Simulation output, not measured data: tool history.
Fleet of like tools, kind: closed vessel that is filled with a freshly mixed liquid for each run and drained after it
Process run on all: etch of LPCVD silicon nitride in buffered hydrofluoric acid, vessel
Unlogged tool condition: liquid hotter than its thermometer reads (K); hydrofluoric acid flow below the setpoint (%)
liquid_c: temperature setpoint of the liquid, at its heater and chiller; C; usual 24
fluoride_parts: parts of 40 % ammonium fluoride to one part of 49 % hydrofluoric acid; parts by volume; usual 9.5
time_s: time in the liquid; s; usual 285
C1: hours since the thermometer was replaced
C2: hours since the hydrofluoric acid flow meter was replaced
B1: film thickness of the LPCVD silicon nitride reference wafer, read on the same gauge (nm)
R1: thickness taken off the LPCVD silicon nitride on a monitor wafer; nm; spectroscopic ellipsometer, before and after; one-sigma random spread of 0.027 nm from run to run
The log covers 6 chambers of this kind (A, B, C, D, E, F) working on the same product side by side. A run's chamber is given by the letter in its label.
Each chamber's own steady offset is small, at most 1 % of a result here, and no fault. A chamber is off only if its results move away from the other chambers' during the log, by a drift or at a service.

Run 1F, hour 5.1: usual settings; C1 360.9; C2 1521.2; B1 110.00. Result: R1 4.7707 nm.
Run 2A, hour 10.0: usual settings; C1 612.3; C2 270.1; B1 110.02. Result: R1 4.7881 nm.
Run 3D, hour 14.3: usual settings; C1 1067.6; C2 775.4; B1 109.98. Result: R1 4.8429 nm.
Run 4C, hour 17.9: usual settings; C1 1429.6; C2 443.0; B1 110.00. Result: R1 4.8328 nm.
Run 5E, hour 22.7: usual settings; C1 373.4; C2 169.9; B1 110.02. Result: R1 4.8648 nm.
Run 6B, hour 26.2: usual settings; C1 163.1; C2 857.5; B1 109.99. Result: R1 4.8437 nm.
Run 7B, hour 30.8: usual settings; C1 167.7; C2 862.1; B1 109.99. Result: R1 4.8423 nm.
Run 8A, hour 35.0: usual settings; C1 637.3; C2 295.1; B1 110.00. Result: R1 4.8180 nm.
At hour 37.7: chamber C: thermometer replaced.
Run 9E, hour 39.4: usual settings; C1 390.1; C2 186.6; B1 109.98. Result: R1 4.8456 nm.
Run 10D, hour 46.2: usual settings; C1 1099.5; C2 807.3; B1 109.99. Result: R1 4.8472 nm.
Run 11C, hour 51.6: usual settings; C1 13.9; C2 476.7; B1 110.00. Result: R1 4.7766 nm.
Run 12F, hour 57.0: usual settings; C1 412.8; C2 1573.1; B1 110.01. Result: R1 4.7574 nm.
Run 13F, hour 61.8: usual settings; C1 417.6; C2 1577.9; B1 110.01. Result: R1 4.8561 nm.
Run 14A, hour 69.6: usual settings; C1 671.9; C2 329.7; B1 110.02. Result: R1 4.8289 nm.
Run 15D, hour 76.6: usual settings; C1 1129.9; C2 837.7; B1 110.00. Result: R1 4.8483 nm.
Run 16B, hour 84.1: usual settings but fluoride_parts 11.0 parts by volume; C1 221.0; C2 915.4; B1 110.01. Result: R1 4.2359 nm.
Run 17C, hour 90.9: usual settings but fluoride_parts 11.0 parts by volume; C1 53.2; C2 516.0; B1 109.97. Result: R1 4.2977 nm.
Run 18E, hour 94.5: usual settings but fluoride_parts 11.0 parts by volume; C1 445.2; C2 241.7; B1 110.01. Result: R1 4.2639 nm.
Run 19C, hour 98.5: usual settings but fluoride_parts 11.0 parts by volume; C1 60.8; C2 523.6; B1 109.98. Result: R1 4.2546 nm.
Run 20A, hour 104.7: usual settings but fluoride_parts 11.0 parts by volume; C1 707.0; C2 364.8; B1 110.03. Result: R1 4.2562 nm.
Run 21F, hour 112.2: usual settings but fluoride_parts 11.0 parts by volume; C1 468.0; C2 1628.3; B1 110.01. Result: R1 4.2853 nm.
Run 22E, hour 116.0: usual settings; C1 466.7; C2 263.2; B1 110.00. Result: R1 4.8055 nm.
Run 23B, hour 121.2: usual settings; C1 258.1; C2 952.5; B1 109.99. Result: R1 4.7961 nm.
Run 24D, hour 125.0: usual settings; C1 1178.3; C2 886.1; B1 109.99. Result: R1 4.8231 nm.
Run 25A, hour 130.7: usual settings; C1 733.0; C2 390.8; B1 109.98. Result: R1 4.8605 nm.
Run 26C, hour 136.5: usual settings; C1 98.8; C2 561.6; B1 110.00. Result: R1 4.8136 nm.
Run 27D, hour 139.9: usual settings; C1 1193.2; C2 901.0; B1 109.98. Result: R1 4.8275 nm.
Run 28B, hour 145.6: usual settings; C1 282.5; C2 976.9; B1 110.02. Result: R1 4.7987 nm.
Run 29F, hour 150.1: usual settings but fluoride_parts 5.5 parts by volume, time_s 190 s; C1 505.9; C2 1666.2; B1 109.99. Result: R1 5.5410 nm.
Run 30E, hour 156.7: usual settings but fluoride_parts 5.5 parts by volume, time_s 190 s; C1 507.4; C2 303.9; B1 109.99. Result: R1 5.3725 nm.
Run 31A, hour 163.2: usual settings but fluoride_parts 5.5 parts by volume, time_s 190 s; C1 765.5; C2 423.3; B1 110.03. Result: R1 5.3240 nm.
Run 32F, hour 170.5: usual settings but fluoride_parts 5.5 parts by volume, time_s 190 s; C1 526.3; C2 1686.6; B1 109.98. Result: R1 5.5786 nm.
Run 33B, hour 174.5: usual settings but fluoride_parts 5.5 parts by volume, time_s 190 s; C1 311.4; C2 1005.8; B1 110.01. Result: R1 5.3709 nm.
Run 34D, hour 178.4: usual settings but fluoride_parts 5.5 parts by volume, time_s 190 s; C1 1231.7; C2 939.5; B1 110.00. Result: R1 5.4383 nm.
Run 35E, hour 183.2: usual settings; C1 533.9; C2 330.4; B1 109.99. Result: R1 4.8413 nm.
Run 36C, hour 187.4: usual settings; C1 149.7; C2 612.5; B1 110.01. Result: R1 4.8389 nm.
Run 37A, hour 194.9: usual settings; C1 797.2; C2 455.0; B1 109.98. Result: R1 4.8221 nm.
Run 38E, hour 199.5: usual settings; C1 550.2; C2 346.7; B1 110.01. Result: R1 4.8983 nm.
Run 39C, hour 206.9: usual settings; C1 169.2; C2 632.0; B1 109.99. Result: R1 4.7624 nm.
Run 40F, hour 214.4: usual settings; C1 570.2; C2 1730.5; B1 109.97. Result: R1 4.9626 nm.
Run 41B, hour 218.3: usual settings but liquid_c 28 C; C1 355.2; C2 1049.6; B1 110.00. Result: R1 6.0067 nm.
Run 42D, hour 223.8: usual settings but liquid_c 28 C; C1 1277.1; C2 984.9; B1 109.98. Result: R1 5.9346 nm.

All chambers now run identical settings, listed one chamber a line with results as question marks. What results will each chamber show?
Run 43A, hour 229.4: usual settings. Result: R1 ?.
Run 43B, hour 229.4: usual settings. Result: R1 ?.
Run 43C, hour 229.4: usual settings. Result: R1 ?.
Run 43D, hour 229.4: usual settings. Result: R1 ?.
Run 43E, hour 229.4: usual settings. Result: R1 ?.
Run 43F, hour 229.4: usual settings. Result: R1 ?.

run      R1
43A  4.8411
43B  4.8124
43C  4.8287
43D  4.7808
43E  4.7706
43F  5.0299
